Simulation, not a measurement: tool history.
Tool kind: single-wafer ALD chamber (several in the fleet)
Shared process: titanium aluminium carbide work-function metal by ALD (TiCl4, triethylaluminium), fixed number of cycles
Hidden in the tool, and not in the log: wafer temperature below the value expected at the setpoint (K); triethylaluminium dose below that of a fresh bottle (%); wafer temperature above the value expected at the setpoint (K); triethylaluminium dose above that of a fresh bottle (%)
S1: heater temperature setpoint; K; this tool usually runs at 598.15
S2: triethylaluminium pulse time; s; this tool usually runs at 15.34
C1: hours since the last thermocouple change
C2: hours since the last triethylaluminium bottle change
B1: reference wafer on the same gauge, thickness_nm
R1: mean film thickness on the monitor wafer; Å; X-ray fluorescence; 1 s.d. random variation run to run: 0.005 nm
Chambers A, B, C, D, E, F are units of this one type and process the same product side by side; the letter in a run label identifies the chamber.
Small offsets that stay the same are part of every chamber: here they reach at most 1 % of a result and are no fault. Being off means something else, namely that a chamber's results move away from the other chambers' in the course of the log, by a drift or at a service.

Run 1C, day 0.221: usual settings; C1 158.3; C2 1151.7; B1 2.2999. Result: R1 22.926 Å.
Run 2D, day 0.388: usual settings; C1 43.4; C2 1266.5; B1 2.2996. Result: R1 22.876 Å.
Run 3B, day 0.55: usual settings; C1 2672.8; C2 160; B1 2.3004. Result: R1 22.917 Å.
Run 4F, day 0.775: usual settings; C1 1271.1; C2 726.2; B1 2.2988. Result: R1 22.585 Å.
Run 5E, day 0.917: usual settings; C1 2031.6; C2 93.7; B1 2.3002. Result: R1 22.903 Å.
Run 6A, day 1.121: usual settings; C1 1119.8; C2 333.2; B1 2.2997. Result: R1 22.649 Å.
Run 7E, day 1.346: usual settings; C1 2041.9; C2 104; B1 2.3001. Result: R1 22.793 Å.
Run 8A, day 1.588: usual settings but S1 584.15 K; C1 1131; C2 344.4; B1 2.3013. Result: R1 21.329 Å.
Run 9D, day 1.85: usual settings but S1 584.15 K; C1 78.5; C2 1301.6; B1 2.301. Result: R1 21.538 Å.
Run 10C, day 2.092: usual settings but S1 584.15 K; C1 203.2; C2 1196.6; B1 2.3001. Result: R1 21.641 Å.
Run 11B, day 2.288: usual settings but S1 584.15 K; C1 2714.5; C2 201.7; B1 2.2993. Result: R1 21.671 Å.
Run 12F, day 2.458: usual settings but S1 584.15 K; C1 1311.5; C2 766.6; B1 2.2992. Result: R1 21.362 Å.
Run 13C, day 2.717: usual settings but S1 584.15 K; C1 218.2; C2 1211.6; B1 2.3006. Result: R1 21.662 Å.
Run 14D, day 2.892: usual settings; C1 103.5; C2 1326.6; B1 2.3002. Result: R1 22.809 Å.
Run 15F, day 3.15: usual settings; C1 1328.1; C2 783.2; B1 2.3012. Result: R1 22.589 Å.
Run 16E, day 3.379: usual settings; C1 2090.7; C2 152.8; B1 2.3009. Result: R1 22.775 Å.
At day 3.546: chamber F: triethylaluminium bottle replaced.
Run 17B, day 3.633: usual settings; C1 2746.8; C2 234; B1 2.3005. Result: R1 23.11 Å.
Run 18A, day 3.846: usual settings but S1 591.15 K, S2 20.51 s; C1 1185.2; C2 398.6; B1 2.3005. Result: R1 22.085 Å.
Run 19B, day 4: usual settings but S1 591.15 K, S2 20.51 s; C1 2755.6; C2 242.8; B1 2.2992. Result: R1 22.545 Å.
Run 20A, day 4.225: usual settings but S1 591.15 K, S2 20.51 s; C1 1194.3; C2 407.7; B1 2.3016. Result: R1 22.122 Å.
Run 21F, day 4.483: usual settings but S1 591.15 K, S2 20.51 s; C1 1360.1; C2 22.5; B1 2.3005. Result: R1 22.176 Å.
Run 22E, day 4.646: usual settings but S1 591.15 K, S2 20.51 s; C1 2121.1; C2 183.2; B1 2.3005. Result: R1 22.266 Å.
At day 4.796: chamber B: thermocouple changed; heater temperature recalibrated.
Run 23C, day 4.896: usual settings but S1 591.15 K, S2 20.51 s; C1 270.5; C2 1263.9; B1 2.3005. Result: R1 22.399 Å.
Run 24D, day 5.079: usual settings; C1 156; C2 1379.1; B1 2.3002. Result: R1 22.711 Å.
Run 25B, day 5.25: usual settings; C1 10.9; C2 272.8; B1 2.3003. Result: R1 22.877 Å.
Run 26E, day 5.504: usual settings; C1 2141.7; C2 203.8; B1 2.2985. Result: R1 22.732 Å.
Run 27D, day 5.725: usual settings; C1 171.5; C2 1394.6; B1 2.2996. Result: R1 22.805 Å.
Run 28C, day 5.85: usual settings; C1 293.4; C2 1286.8; B1 2.3011. Result: R1 22.994 Å.
Run 29A, day 6.05: usual settings but S1 590.15 K; C1 1238.1; C2 451.5; B1 2.2996. Result: R1 21.912 Å.
Run 30F, day 6.221: usual settings but S1 590.15 K; C1 1401.8; C2 64.2; B1 2.2989. Result: R1 22.002 Å.
Run 31F, day 6.371: usual settings but S1 590.15 K; C1 1405.4; C2 67.8; B1 2.3004. Result: R1 22.002 Å.
At day 6.475: chamber A: thermocouple changed; heater temperature recalibrated.
Run 32C, day 6.554: usual settings but S1 590.15 K; C1 310.3; C2 1303.7; B1 2.2996. Result: R1 22.255 Å.
Run 33B, day 6.8: usual settings but S1 590.15 K; C1 48.1; C2 310; B1 2.3014. Result: R1 22.257 Å.
Run 34A, day 7.033: usual settings but S1 590.15 K; C1 13.4; C2 475.1; B1 2.3001. Result: R1 21.813 Å.
Run 35D, day 7.279: usual settings; C1 208.8; C2 1431.9; B1 2.3. Result: R1 22.816 Å.
Run 36E, day 7.479: usual settings; C1 2189.1; C2 251.2; B1 2.3006. Result: R1 22.776 Å.
Run 37F, day 7.683: usual settings; C1 1436.9; C2 99.3; B1 2.2999. Result: R1 22.74 Å.
Run 38A, day 7.896: usual settings but S1 611.15 K, S2 11.11 s; C1 34.1; C2 495.8; B1 2.2991. Result: R1 22.853 Å.
Run 39B, day 8.129: usual settings but S1 611.15 K, S2 11.11 s; C1 80; C2 341.9; B1 2.3004. Result: R1 23.715 Å.
Run 40C, day 8.346: usual settings but S1 611.15 K, S2 11.11 s; C1 353.3; C2 1346.7; B1 2.3004. Result: R1 23.815 Å.
Run 41D, day 8.483: usual settings but S1 611.15 K, S2 11.11 s; C1 237.7; C2 1460.8; B1 2.3. Result: R1 23.591 Å.
Run 42E, day 8.629: usual settings but S1 611.15 K, S2 11.11 s; C1 2216.7; C2 278.8; B1 2.3005. Result: R1 23.59 Å.
Run 43A, day 8.867: usual settings but S1 611.15 K, S2 11.11 s; C1 57.4; C2 519.1; B1 2.2988. Result: R1 22.823 Å.

Does one chamber stand apart from the rest, does the shared gauge drift, or is all well apart from small per-chamber offsets? Give the chamber and the most likely cause, where there is one.

Little by little, chamber A moves away from the other chambers.
What lies behind it: triethylaluminium dose below that of a fresh bottle (%) = 25.

Chamber A could run next with any of the 4 candidate recipes listed below; each alters the usual settings, and their results appear as question marks. Which one brings its results back in line with what the other chambers deliver on the usual settings?
Maximum distance from the other chambers' mean on the usual settings for a result to count as in line: R1 0.18 Å
Run 44A-1, day 9.062: usual settings but S1 594.15 K, S2 14.5 s. Result: R1 ?.
Run 44A-2, day 9.062: usual settings but S1 590.15 K, S2 13.67 s. Result: R1 ?.
Run 44A-3, day 9.062: usual settings but S1 602.15 K, S2 16.18 s. Result: R1 ?.
Run 44A-4, day 9.062: usual settings but S1 607.15 K, S2 17.14 s. Result: R1 ?.

Other chambers, usual settings, mean: R1 22.845 Å
  run      R1
44A-1  21.942
44A-2  21.465
44A-3  22.848
44A-4  23.381
44A-3 puts the chamber back in line with the other chambers.
